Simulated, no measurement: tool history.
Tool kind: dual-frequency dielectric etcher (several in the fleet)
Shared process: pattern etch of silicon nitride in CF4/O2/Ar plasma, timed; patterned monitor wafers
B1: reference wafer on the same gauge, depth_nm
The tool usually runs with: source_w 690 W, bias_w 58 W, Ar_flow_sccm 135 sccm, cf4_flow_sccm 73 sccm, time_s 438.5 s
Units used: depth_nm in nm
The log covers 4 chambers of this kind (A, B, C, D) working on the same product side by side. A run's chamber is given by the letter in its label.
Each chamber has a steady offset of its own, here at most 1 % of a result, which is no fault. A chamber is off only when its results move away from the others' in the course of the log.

run 1A day=0.246 | source_w=690 bias_w=58 Ar_flow_sccm=135 cf4_flow_sccm=73 time_s=438.5 | B1=958.91 | depth_nm=1069.6
run 2D day=0.475 | source_w=690 bias_w=58 Ar_flow_sccm=135 cf4_flow_sccm=73 time_s=438.5 | B1=959.65 | depth_nm=1065.8
-- day=0.954 chamber B: CF4 flow controller replaced
run 3C day=0.971 | source_w=690 bias_w=58 Ar_flow_sccm=135 cf4_flow_sccm=73 time_s=438.5 | B1=959.08 | depth_nm=1076.4
run 4B day=1.35 | source_w=690 bias_w=58 Ar_flow_sccm=135 cf4_flow_sccm=73 time_s=438.5 | B1=959.92 | depth_nm=1071.3
run 5A day=1.817 | source_w=690 bias_w=58 Ar_flow_sccm=135 cf4_flow_sccm=73 time_s=438.5 | B1=960.41 | depth_nm=1067.8
run 6B day=2.188 | source_w=690 bias_w=58 Ar_flow_sccm=135 cf4_flow_sccm=73 time_s=438.5 | B1=959.62 | depth_nm=1077.4
run 7D day=2.454 | source_w=690 bias_w=58 Ar_flow_sccm=135 cf4_flow_sccm=73 time_s=438.5 | B1=960.75 | depth_nm=1069.4
run 8C day=2.875 | source_w=690 bias_w=58 Ar_flow_sccm=135 cf4_flow_sccm=73 time_s=438.5 | B1=959.05 | depth_nm=1073.8
run 9C day=3.212 | source_w=690 bias_w=58 Ar_flow_sccm=135 cf4_flow_sccm=73 time_s=438.5 | B1=959.88 | depth_nm=1075.8
run 10B day=3.483 | source_w=690 bias_w=58 Ar_flow_sccm=135 cf4_flow_sccm=73 time_s=438.5 | B1=959.98 | depth_nm=1078.6
run 11A day=3.896 | source_w=690 bias_w=58 Ar_flow_sccm=135 cf4_flow_sccm=73 time_s=438.5 | B1=959.23 | depth_nm=1073.6
-- day=4.238 chamber B: wet clean of the chamber
run 12D day=4.346 | source_w=690 bias_w=58 Ar_flow_sccm=135 cf4_flow_sccm=73 time_s=438.5 | B1=961.24 | depth_nm=1069.5
run 13D day=4.725 | source_w=690 bias_w=58 Ar_flow_sccm=135 cf4_flow_sccm=73 time_s=438.5 | B1=959.58 | depth_nm=1070.5
run 14A day=5.188 | source_w=690 bias_w=67 Ar_flow_sccm=164 cf4_flow_sccm=73 time_s=438.5 | B1=959.91 | depth_nm=1109.7
run 15B day=5.654 | source_w=690 bias_w=67 Ar_flow_sccm=164 cf4_flow_sccm=73 time_s=438.5 | B1=959.86 | depth_nm=1114.1
run 16C day=5.908 | source_w=690 bias_w=67 Ar_flow_sccm=164 cf4_flow_sccm=73 time_s=438.5 | B1=960.71 | depth_nm=1104.4
-- day=6.046 chamber A: wet clean of the chamber
run 17A day=6.396 | source_w=690 bias_w=67 Ar_flow_sccm=164 cf4_flow_sccm=73 time_s=438.5 | B1=960.03 | depth_nm=1061.1
run 18B day=6.883 | source_w=690 bias_w=58 Ar_flow_sccm=135 cf4_flow_sccm=73 time_s=438.5 | B1=959.9 | depth_nm=1078.7
run 19C day=7.233 | source_w=690 bias_w=58 Ar_flow_sccm=135 cf4_flow_sccm=73 time_s=438.5 | B1=959.27 | depth_nm=1071.5
run 20D day=7.638 | source_w=590 bias_w=58 Ar_flow_sccm=135 cf4_flow_sccm=73 time_s=438.5 | B1=960.34 | depth_nm=938.06
run 21C day=8.104 | source_w=590 bias_w=58 Ar_flow_sccm=135 cf4_flow_sccm=73 time_s=438.5 | B1=959.51 | depth_nm=939.69
run 22B day=8.45 | source_w=590 bias_w=58 Ar_flow_sccm=135 cf4_flow_sccm=73 time_s=438.5 | B1=959.96 | depth_nm=941.09
run 23D day=8.838 | source_w=590 bias_w=58 Ar_flow_sccm=135 cf4_flow_sccm=73 time_s=438.5 | B1=960.23 | depth_nm=933.49
run 24A day=9.275 | source_w=690 bias_w=58 Ar_flow_sccm=135 cf4_flow_sccm=73 time_s=521.5 | B1=960.5 | depth_nm=1226.7
run 25A day=9.754 | source_w=690 bias_w=58 Ar_flow_sccm=135 cf4_flow_sccm=73 time_s=521.5 | B1=960.61 | depth_nm=1227.6
run 26D day=10.108 | source_w=690 bias_w=58 Ar_flow_sccm=135 cf4_flow_sccm=73 time_s=521.5 | B1=958.73 | depth_nm=1265.6
run 27C day=10.546 | source_w=690 bias_w=58 Ar_flow_sccm=135 cf4_flow_sccm=73 time_s=521.5 | B1=960.94 | depth_nm=1275.5
run 28B day=10.971 | source_w=690 bias_w=58 Ar_flow_sccm=135 cf4_flow_sccm=73 time_s=438.5 | B1=959.33 | depth_nm=1073
run 29D day=11.358 | source_w=690 bias_w=58 Ar_flow_sccm=135 cf4_flow_sccm=73 time_s=438.5 | B1=960.34 | depth_nm=1062
run 30B day=11.604 | source_w=690 bias_w=58 Ar_flow_sccm=135 cf4_flow_sccm=73 time_s=438.5 | B1=959.28 | depth_nm=1083.2
run 31C day=12.004 | source_w=690 bias_w=52 Ar_flow_sccm=135 cf4_flow_sccm=87 time_s=438.5 | B1=960.91 | depth_nm=1054.5
run 32A day=12.483 | source_w=690 bias_w=52 Ar_flow_sccm=135 cf4_flow_sccm=87 time_s=438.5 | B1=960.76 | depth_nm=1010.6
run 33D day=12.888 | source_w=690 bias_w=52 Ar_flow_sccm=135 cf4_flow_sccm=87 time_s=438.5 | B1=959.76 | depth_nm=1046.3
run 34B day=13.188 | source_w=690 bias_w=52 Ar_flow_sccm=135 cf4_flow_sccm=87 time_s=438.5 | B1=959.67 | depth_nm=1057
run 35C day=13.642 | source_w=690 bias_w=58 Ar_flow_sccm=135 cf4_flow_sccm=57 time_s=438.5 | B1=959.65 | depth_nm=1034.7
-- day=13.925 chamber C: CF4 flow controller replaced
run 36A day=14.062 | source_w=690 bias_w=58 Ar_flow_sccm=135 cf4_flow_sccm=57 time_s=438.5 | B1=959.07 | depth_nm=989.89
run 37A day=14.571 | source_w=690 bias_w=58 Ar_flow_sccm=135 cf4_flow_sccm=57 time_s=438.5 | B1=960.07 | depth_nm=998.51
run 38C day=14.812 | source_w=690 bias_w=58 Ar_flow_sccm=135 cf4_flow_sccm=57 time_s=438.5 | B1=959.7 | depth_nm=1033.8

All chambers now run identical settings, listed one chamber a line with results as question marks. What results will each chamber show?
run 39A day=15.179 | source_w=690 bias_w=58 Ar_flow_sccm=135 cf4_flow_sccm=73 time_s=438.5 | depth_nm=?
run 39B day=15.179 | source_w=690 bias_w=58 Ar_flow_sccm=135 cf4_flow_sccm=73 time_s=438.5 | depth_nm=?
run 39C day=15.179 | source_w=690 bias_w=58 Ar_flow_sccm=135 cf4_flow_sccm=73 time_s=438.5 | depth_nm=?
run 39D day=15.179 | source_w=690 bias_w=58 Ar_flow_sccm=135 cf4_flow_sccm=73 time_s=438.5 | depth_nm=?

run=39A depth_nm=1030.6
run=39B depth_nm=1082.1
run=39C depth_nm=1072
run=39D depth_nm=1067.1
